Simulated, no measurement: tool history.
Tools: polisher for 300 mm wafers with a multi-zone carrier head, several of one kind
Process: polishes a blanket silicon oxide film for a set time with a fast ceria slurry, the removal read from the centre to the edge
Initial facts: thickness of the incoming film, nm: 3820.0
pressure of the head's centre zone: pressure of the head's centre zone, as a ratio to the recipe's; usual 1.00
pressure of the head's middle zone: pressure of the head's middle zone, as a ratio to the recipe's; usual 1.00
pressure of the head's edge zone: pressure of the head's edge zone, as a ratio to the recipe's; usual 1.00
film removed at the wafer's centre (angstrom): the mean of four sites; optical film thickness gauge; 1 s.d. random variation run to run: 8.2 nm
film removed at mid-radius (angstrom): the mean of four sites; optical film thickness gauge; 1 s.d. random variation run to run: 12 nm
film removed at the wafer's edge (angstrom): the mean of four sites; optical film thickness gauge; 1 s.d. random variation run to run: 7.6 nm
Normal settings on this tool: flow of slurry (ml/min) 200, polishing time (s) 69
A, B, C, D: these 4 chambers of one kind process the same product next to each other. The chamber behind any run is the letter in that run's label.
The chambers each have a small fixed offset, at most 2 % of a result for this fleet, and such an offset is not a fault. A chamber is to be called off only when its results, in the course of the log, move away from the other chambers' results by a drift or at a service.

| run | day | flow of slurry (ml/min) | pressure of the head's centre zone | pressure of the head's middle zone | pressure of the head's edge zone | polishing time (s) | wafers polished on this pad | hours since the slurry nozzle was cleaned | hours since the centre zone pressure was calibrated | hours since the edge zone pressure was calibrated | film removed at the wafer's centre (angstrom) | film removed at mid-radius (angstrom) | film removed at the wafer's edge (angstrom) |
|---|---|---|---|---|---|---|---|---|---|---|---|---|---|
| 1C | 0.083 | 200 | 1.00 | 1.00 | 1.00 | 69 | 430 | 75.2 | 640.1 | 377.5 | 11347.0 | 11361.0 | 11260.0 |
| 2A | 0.183 | 200 | 1.00 | 1.00 | 1.00 | 69 | 1398 | 64.5 | 513.0 | 200.0 | 11253.0 | 11300.0 | 11459.0 |
| 3D | 0.354 | 200 | 1.00 | 1.00 | 1.00 | 69 | 740 | 360.8 | 930.2 | 330.5 | 11380.0 | 11127.0 | 11278.0 |
|  | 0.467 | chamber A: worn pad replaced by a new one |
| 4B | 0.483 | 200 | 1.00 | 1.00 | 1.00 | 69 | 356 | 678.8 | 706.3 | 128.7 | 11324.0 | 11159.0 | 11420.0 |
| 5B | 0.654 | 200 | 1.00 | 1.00 | 1.00 | 69 | 402 | 682.9 | 710.4 | 132.8 | 11345.0 | 11369.0 | 11230.0 |
| 6D | 0.812 | 240 | 1.00 | 1.11 | 1.00 | 69 | 862 | 371.8 | 941.2 | 341.5 | 11733.0 | 12279.0 | 11605.0 |
| 7A | 0.896 | 240 | 1.00 | 1.11 | 1.00 | 69 | 114 | 81.6 | 530.1 | 217.1 | 11667.0 | 12804.0 | 11453.0 |
| 8C | 1.046 | 240 | 1.00 | 1.11 | 1.00 | 69 | 686 | 98.3 | 663.2 | 400.6 | 11755.0 | 12841.0 | 11411.0 |
| 9A | 1.229 | 240 | 1.00 | 1.11 | 1.00 | 69 | 203 | 89.6 | 538.1 | 225.1 | 11665.0 | 12777.0 | 11508.0 |
| 10C | 1.371 | 200 | 1.00 | 1.00 | 1.00 | 69 | 773 | 106.1 | 671.0 | 408.4 | 11304.0 | 11269.0 | 11259.0 |
|  | 1.512 | chamber B: slurry nozzle cleaned |
| 11D | 1.554 | 200 | 1.00 | 1.00 | 1.00 | 69 | 1060 | 389.6 | 959.0 | 359.3 | 11437.0 | 11138.0 | 11384.0 |
|  | 1.588 | chamber C: edge zone pressure recalibrated |
| 12B | 1.646 | 200 | 1.00 | 1.00 | 0.93 | 59 | 666 | 3.2 | 734.2 | 156.6 | 9750.4 | 9585.2 | 9211.7 |
| 13A | 1.742 | 200 | 1.00 | 1.00 | 0.93 | 59 | 339 | 101.9 | 550.4 | 237.4 | 9491.7 | 9620.3 | 9378.9 |
| 14C | 1.825 | 200 | 1.00 | 1.00 | 0.93 | 59 | 894 | 117.0 | 681.9 | 5.7 | 9677.5 | 9734.7 | 9249.9 |
| 15D | 1.967 | 200 | 1.00 | 1.00 | 0.93 | 59 | 1169 | 399.5 | 968.9 | 369.2 | 9736.4 | 9627.1 | 9306.9 |
| 16B | 2.112 | 200 | 1.00 | 1.00 | 0.93 | 77 | 790 | 14.4 | 745.4 | 167.8 | 12570.0 | 12816.0 | 12068.0 |
| 17B | 2.233 | 200 | 1.00 | 1.00 | 0.93 | 77 | 822 | 17.3 | 748.3 | 170.7 | 12769.0 | 12700.0 | 12062.0 |
| 18D | 2.350 | 200 | 1.00 | 1.00 | 0.93 | 77 | 1271 | 408.7 | 978.1 | 378.4 | 12763.0 | 12219.0 | 12152.0 |
|  | 2.483 | chamber D: worn pad replaced by a new one |
| 19A | 2.529 | 200 | 1.00 | 1.00 | 0.93 | 77 | 549 | 120.8 | 569.3 | 256.3 | 12393.0 | 12188.0 | 12139.0 |
| 20C | 2.658 | 200 | 1.00 | 1.00 | 1.00 | 69 | 1116 | 137.0 | 701.9 | 25.7 | 11289.0 | 11512.0 | 11438.0 |
| 21C | 2.821 | 200 | 1.00 | 1.00 | 1.00 | 69 | 1159 | 140.9 | 705.8 | 29.6 | 11480.0 | 11364.0 | 11168.0 |
| 22D | 2.938 | 200 | 0.95 | 1.00 | 1.00 | 69 | 121 | 422.8 | 992.2 | 392.5 | 10706.0 | 11259.0 | 11267.0 |
|  | 3.021 | chamber B: worn pad replaced by a new one |
| 23B | 3.096 | 200 | 0.95 | 1.00 | 1.00 | 69 | 19 | 38.0 | 769.0 | 191.4 | 10746.0 | 11219.0 | 11301.0 |
| 24A | 3.183 | 200 | 0.95 | 1.00 | 1.00 | 69 | 723 | 136.5 | 585.0 | 272.0 | 10244.0 | 11077.0 | 10931.0 |
| 25D | 3.346 | 200 | 0.95 | 1.00 | 1.00 | 69 | 229 | 432.6 | 1002.0 | 402.3 | 10994.0 | 11002.0 | 11251.0 |

For the next run the whole fleet of 4 chambers uses the same settings. Give each chamber's results:
| 26A | 3.475 | 200 | 1.00 | 1.00 | 1.00 | 69 |  |  |  |  | ? | ? | ? |
| 26B | 3.475 | 200 | 1.00 | 1.00 | 1.00 | 69 |  |  |  |  | ? | ? | ? |
| 26C | 3.475 | 200 | 1.00 | 1.00 | 1.00 | 69 |  |  |  |  | ? | ? | ? |
| 26D | 3.475 | 200 | 1.00 | 1.00 | 1.00 | 69 |  |  |  |  | ? | ? | ? |

| run | film removed at the wafer's centre (angstrom) | film removed at mid-radius (angstrom) | film removed at the wafer's edge (angstrom) |
|---|---|---|---|
| 26A | 10512.0 | 10563.0 | 11204.0 |
| 26B | 11390.0 | 11370.0 | 11161.0 |
| 26C | 11372.0 | 11404.0 | 11120.0 |
| 26D | 11253.0 | 11284.0 | 11318.0 |

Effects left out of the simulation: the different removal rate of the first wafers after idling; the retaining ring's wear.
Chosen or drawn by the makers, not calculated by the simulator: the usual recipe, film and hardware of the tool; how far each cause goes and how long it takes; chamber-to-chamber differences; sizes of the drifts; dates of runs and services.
